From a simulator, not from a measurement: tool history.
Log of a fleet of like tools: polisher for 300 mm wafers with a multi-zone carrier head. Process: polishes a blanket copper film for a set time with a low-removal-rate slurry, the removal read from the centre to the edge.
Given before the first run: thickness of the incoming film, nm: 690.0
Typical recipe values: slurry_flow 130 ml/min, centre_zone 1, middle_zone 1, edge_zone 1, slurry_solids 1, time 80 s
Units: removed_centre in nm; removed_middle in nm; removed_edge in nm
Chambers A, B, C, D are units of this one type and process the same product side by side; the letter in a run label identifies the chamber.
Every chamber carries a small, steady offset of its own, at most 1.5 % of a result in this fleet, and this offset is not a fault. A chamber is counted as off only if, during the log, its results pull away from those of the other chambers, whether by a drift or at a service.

| run | day | slurry_flow | centre_zone | middle_zone | edge_zone | slurry_solids | time | removed_centre | removed_middle | removed_edge |
|---|---|---|---|---|---|---|---|---|---|---|
|  | 0.283 | chamber C: worn pad replaced by a new one |
| 1D | 0.375 | 130 | 1 | 1 | 1 | 1 | 80 | 233.19 | 241.33 | 240.52 |
|  | 0.408 | chamber C: edge zone pressure recalibrated |
| 2C | 0.829 | 130 | 1 | 1 | 1 | 1 | 80 | 242.11 | 239.67 | 239.79 |
| 3A | 1.296 | 130 | 1 | 1 | 1 | 1 | 80 | 235.35 | 235.57 | 233.64 |
|  | 1.325 | chamber D: worn pad replaced by a new one |
| 4B | 1.596 | 130 | 1 | 1 | 1 | 1 | 80 | 233.39 | 236.16 | 239.7 |
|  | 1.742 | chamber B: slurry nozzle cleaned |
| 5A | 1.846 | 130 | 1 | 1 | 1 | 1 | 80 | 239.79 | 233.09 | 238.16 |
|  | 2.021 | chamber B: worn pad replaced by a new one |
| 6D | 2.279 | 130 | 1 | 1 | 1 | 1 | 80 | 239.89 | 240.1 | 236.94 |
| 7B | 2.712 | 130 | 1 | 1 | 1 | 1 | 80 | 240.17 | 239.96 | 241.5 |
| 8C | 3.254 | 130 | 1 | 1 | 1 | 1 | 80 | 241.13 | 243.94 | 235.77 |
|  | 3.35 | chamber A: worn pad replaced by a new one |
| 9C | 3.625 | 130 | 1 | 1 | 1 | 1 | 80 | 240.1 | 241.65 | 242.8 |
|  | 3.646 | chamber C: worn pad replaced by a new one |
| 10A | 3.875 | 130 | 1 | 1 | 1 | 1 | 80 | 239.59 | 237.92 | 236.71 |
| 11D | 4.117 | 130 | 1 | 1 | 1 | 1 | 80 | 237.05 | 240.56 | 239.07 |
| 12B | 4.471 | 130 | 1 | 1 | 1 | 1 | 80 | 243.2 | 239.97 | 240.77 |
|  | 4.829 | chamber D: worn pad replaced by a new one |
| 13D | 4.879 | 130 | 1 | 1 | 1 | 1 | 80 | 233.05 | 238.01 | 239.78 |
| 14C | 5.133 | 130 | 1 | 1 | 1 | 1.2 | 99 | 308.1 | 313.25 | 302.16 |
|  | 5.238 | chamber A: centre zone pressure recalibrated |
|  | 5.25 | chamber D: slurry nozzle cleaned |
| 15B | 5.438 | 130 | 1 | 1 | 1 | 1.2 | 99 | 306.51 | 297.06 | 311.91 |
|  | 5.842 | chamber B: worn pad replaced by a new one |
| 16A | 5.925 | 130 | 1 | 1 | 1 | 1.2 | 99 | 309.89 | 308.05 | 306.21 |
| 17B | 6.217 | 130 | 1 | 1 | 1 | 1.2 | 99 | 312.7 | 309.84 | 308.57 |
| 18D | 6.508 | 130 | 1 | 1 | 1 | 1 | 80 | 237.82 | 237.65 | 241.04 |
| 19A | 6.75 | 130 | 1 | 1 | 1 | 0.9 | 102 | 296.66 | 292.8 | 295.07 |
|  | 6.962 | chamber B: centre zone pressure recalibrated |
|  | 7.138 | chamber C: worn pad replaced by a new one |
| 20C | 7.2 | 130 | 1 | 1 | 1 | 0.9 | 102 | 304.25 | 307.41 | 296.84 |
| 21D | 7.646 | 130 | 1 | 1 | 1 | 0.9 | 102 | 302.44 | 297.54 | 299.28 |
|  | 7.717 | chamber D: centre zone pressure recalibrated |
|  | 7.879 | chamber D: worn pad replaced by a new one |
| 22B | 8.096 | 130 | 1 | 1 | 1 | 0.9 | 102 | 303.43 | 296 | 299.89 |
|  | 8.271 | chamber A: worn pad replaced by a new one |
| 23C | 8.538 | 130 | 1 | 1 | 1 | 1 | 80 | 238.38 | 240.29 | 232.98 |
| 24A | 8.792 | 130 | 1 | 1 | 1 | 1 | 80 | 243.14 | 236.83 | 234.11 |
| 25B | 9.029 | 130 | 1 | 1 | 1 | 1 | 80 | 239.6 | 237.21 | 238.44 |
|  | 9.179 | chamber B: worn pad replaced by a new one |
| 26A | 9.546 | 130 | 1 | 1 | 1 | 1 | 80 | 238.52 | 237.44 | 240.18 |
| 27C | 9.883 | 130 | 1 | 1 | 1 | 1 | 80 | 240.75 | 240.03 | 237.25 |
| 28D | 10.238 | 130 | 1 | 1 | 1 | 1 | 80 | 219.79 | 243.06 | 241.68 |
| 29D | 10.504 | 130 | 1 | 1 | 1 | 1 | 80 | 219.6 | 244.43 | 248.3 |
|  | 10.8 | chamber C: worn pad replaced by a new one |
| 30A | 10.875 | 130 | 1 | 1 | 1 | 1 | 80 | 235.19 | 236.28 | 237.92 |
|  | 11.017 | chamber D: worn pad replaced by a new one |
| 31C | 11.2 | 130 | 1 | 1 | 1 | 1 | 80 | 244.64 | 244.95 | 236.97 |
| 32B | 11.579 | 130 | 1 | 1 | 1 | 1 | 80 | 236.32 | 239.13 | 240.27 |
| 33A | 11.821 | 130 | 1 | 1 | 1 | 1 | 80 | 239.23 | 234.65 | 234.28 |
| 34D | 12.262 | 130 | 1 | 1 | 1 | 1 | 80 | 222.73 | 238.04 | 234.2 |
| 35B | 12.567 | 130 | 1 | 1 | 1 | 1 | 80 | 239.05 | 242.05 | 238.86 |

Next, every chamber runs the same settings. What will each give?
| 36A | 12.962 | 150 | 1 | 1 | 1 | 1 | 80 | ? | ? | ? |
| 36B | 12.962 | 150 | 1 | 1 | 1 | 1 | 80 | ? | ? | ? |
| 36C | 12.962 | 150 | 1 | 1 | 1 | 1 | 80 | ? | ? | ? |
| 36D | 12.962 | 150 | 1 | 1 | 1 | 1 | 80 | ? | ? | ? |

| run | removed_centre | removed_middle | removed_edge |
|---|---|---|---|
| 36A | 250.67 | 252.12 | 242.6 |
| 36B | 240.71 | 240.27 | 240.78 |
| 36C | 248.29 | 250.8 | 246.5 |
| 36D | 226.79 | 245.77 | 244.01 |
